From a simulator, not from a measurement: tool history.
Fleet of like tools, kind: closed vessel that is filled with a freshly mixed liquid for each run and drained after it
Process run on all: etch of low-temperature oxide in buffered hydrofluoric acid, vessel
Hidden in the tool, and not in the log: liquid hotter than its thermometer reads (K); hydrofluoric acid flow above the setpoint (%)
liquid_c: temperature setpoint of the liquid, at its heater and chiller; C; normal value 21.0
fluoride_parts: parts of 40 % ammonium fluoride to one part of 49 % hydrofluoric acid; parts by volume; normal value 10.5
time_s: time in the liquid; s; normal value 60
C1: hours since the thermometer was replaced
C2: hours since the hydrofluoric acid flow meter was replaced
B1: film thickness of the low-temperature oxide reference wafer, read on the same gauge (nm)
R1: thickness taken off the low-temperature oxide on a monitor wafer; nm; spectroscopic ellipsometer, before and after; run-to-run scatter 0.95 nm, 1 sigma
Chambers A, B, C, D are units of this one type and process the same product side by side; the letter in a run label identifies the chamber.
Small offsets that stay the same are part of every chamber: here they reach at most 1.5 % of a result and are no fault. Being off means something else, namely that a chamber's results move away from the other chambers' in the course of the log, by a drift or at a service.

run 1C hour=6.8 | liquid_c=21.0 fluoride_parts=10.5 time_s=60 | C1=1097.1 C2=471.2 | B1=119.97 | R1=99.182
run 2A hour=20.5 | liquid_c=21.0 fluoride_parts=10.5 time_s=60 | C1=851.6 C2=912.0 | B1=120.04 | R1=98.351
run 3D hour=33.4 | liquid_c=21.0 fluoride_parts=10.5 time_s=60 | C1=261.4 C2=1571.0 | B1=119.96 | R1=97.017
run 4B hour=41.6 | liquid_c=21.0 fluoride_parts=10.5 time_s=60 | C1=534.9 C2=86.0 | B1=120.03 | R1=96.679
run 5D hour=53.3 | liquid_c=21.0 fluoride_parts=10.5 time_s=60 | C1=281.3 C2=1590.9 | B1=119.96 | R1=97.144
-- hour=57.9 chamber C: hydrofluoric acid flow meter replaced
run 6A hour=60.5 | liquid_c=18.5 fluoride_parts=10.5 time_s=60 | C1=891.6 C2=952.0 | B1=120.03 | R1=85.121
run 7C hour=67.3 | liquid_c=18.5 fluoride_parts=10.5 time_s=60 | C1=1157.6 C2=9.5 | B1=120.02 | R1=86.050
run 8B hour=80.0 | liquid_c=18.5 fluoride_parts=10.5 time_s=60 | C1=573.3 C2=124.4 | B1=119.96 | R1=88.309
run 9A hour=94.1 | liquid_c=18.5 fluoride_parts=10.5 time_s=60 | C1=925.2 C2=985.6 | B1=119.99 | R1=84.125
run 10C hour=104.3 | liquid_c=21.0 fluoride_parts=10.5 time_s=60 | C1=1194.6 C2=46.5 | B1=120.04 | R1=98.635
run 11B hour=111.2 | liquid_c=21.0 fluoride_parts=10.5 time_s=60 | C1=604.5 C2=155.6 | B1=119.99 | R1=99.246
-- hour=115.2 chamber A: thermometer replaced
run 12D hour=120.0 | liquid_c=21.0 fluoride_parts=10.5 time_s=60 | C1=348.0 C2=1657.6 | B1=119.96 | R1=97.823
run 13B hour=133.2 | liquid_c=21.0 fluoride_parts=10.5 time_s=60 | C1=626.5 C2=177.6 | B1=120.01 | R1=102.490
run 14A hour=143.4 | liquid_c=21.0 fluoride_parts=10.5 time_s=30 | C1=28.3 C2=1034.9 | B1=120.04 | R1=49.025
run 15C hour=149.9 | liquid_c=21.0 fluoride_parts=10.5 time_s=30 | C1=1240.2 C2=92.1 | B1=119.99 | R1=48.837
run 16D hour=163.3 | liquid_c=21.0 fluoride_parts=10.5 time_s=30 | C1=391.3 C2=1700.9 | B1=120.02 | R1=48.536
run 17C hour=174.6 | liquid_c=21.0 fluoride_parts=10.5 time_s=30 | C1=1264.9 C2=116.8 | B1=120.06 | R1=49.219
run 18B hour=184.7 | liquid_c=21.0 fluoride_parts=10.5 time_s=60 | C1=678.0 C2=229.1 | B1=119.99 | R1=104.690
run 19A hour=198.0 | liquid_c=21.0 fluoride_parts=10.5 time_s=60 | C1=82.9 C2=1089.5 | B1=119.95 | R1=96.781
run 20D hour=207.8 | liquid_c=21.0 fluoride_parts=13.5 time_s=60 | C1=435.8 C2=1745.4 | B1=120.02 | R1=77.500
run 21B hour=219.0 | liquid_c=21.0 fluoride_parts=13.5 time_s=60 | C1=712.3 C2=263.4 | B1=120.03 | R1=85.597
run 22C hour=226.6 | liquid_c=21.0 fluoride_parts=13.5 time_s=60 | C1=1316.9 C2=168.8 | B1=120.02 | R1=76.610
run 23A hour=236.1 | liquid_c=21.0 fluoride_parts=13.5 time_s=60 | C1=121.0 C2=1127.6 | B1=119.97 | R1=77.064
run 24D hour=247.0 | liquid_c=21.0 fluoride_parts=10.5 time_s=60 | C1=475.0 C2=1784.6 | B1=120.01 | R1=98.310
run 25D hour=260.6 | liquid_c=21.0 fluoride_parts=10.5 time_s=60 | C1=488.6 C2=1798.2 | B1=120.01 | R1=97.016
run 26C hour=275.5 | liquid_c=21.0 fluoride_parts=10.5 time_s=60 | C1=1365.8 C2=217.7 | B1=120.02 | R1=99.603
run 27B hour=286.3 | liquid_c=21.0 fluoride_parts=10.5 time_s=60 | C1=779.6 C2=330.7 | B1=120.02 | R1=109.130
run 28A hour=296.1 | liquid_c=21.0 fluoride_parts=10.5 time_s=60 | C1=181.0 C2=1187.6 | B1=120.01 | R1=97.506
run 29A hour=303.5 | liquid_c=21.0 fluoride_parts=10.5 time_s=60 | C1=188.4 C2=1195.0 | B1=120.02 | R1=98.809

Each of the 4 chambers runs these same settings next. Fill in every chamber's results:
run 30A hour=314.2 | liquid_c=17.5 fluoride_parts=10.5 time_s=60 | R1=?
run 30B hour=314.2 | liquid_c=17.5 fluoride_parts=10.5 time_s=60 | R1=?
run 30C hour=314.2 | liquid_c=17.5 fluoride_parts=10.5 time_s=60 | R1=?
run 30D hour=314.2 | liquid_c=17.5 fluoride_parts=10.5 time_s=60 | R1=?

run=30A R1=81.734
run=30B R1=92.572
run=30C R1=81.229
run=30D R1=79.968

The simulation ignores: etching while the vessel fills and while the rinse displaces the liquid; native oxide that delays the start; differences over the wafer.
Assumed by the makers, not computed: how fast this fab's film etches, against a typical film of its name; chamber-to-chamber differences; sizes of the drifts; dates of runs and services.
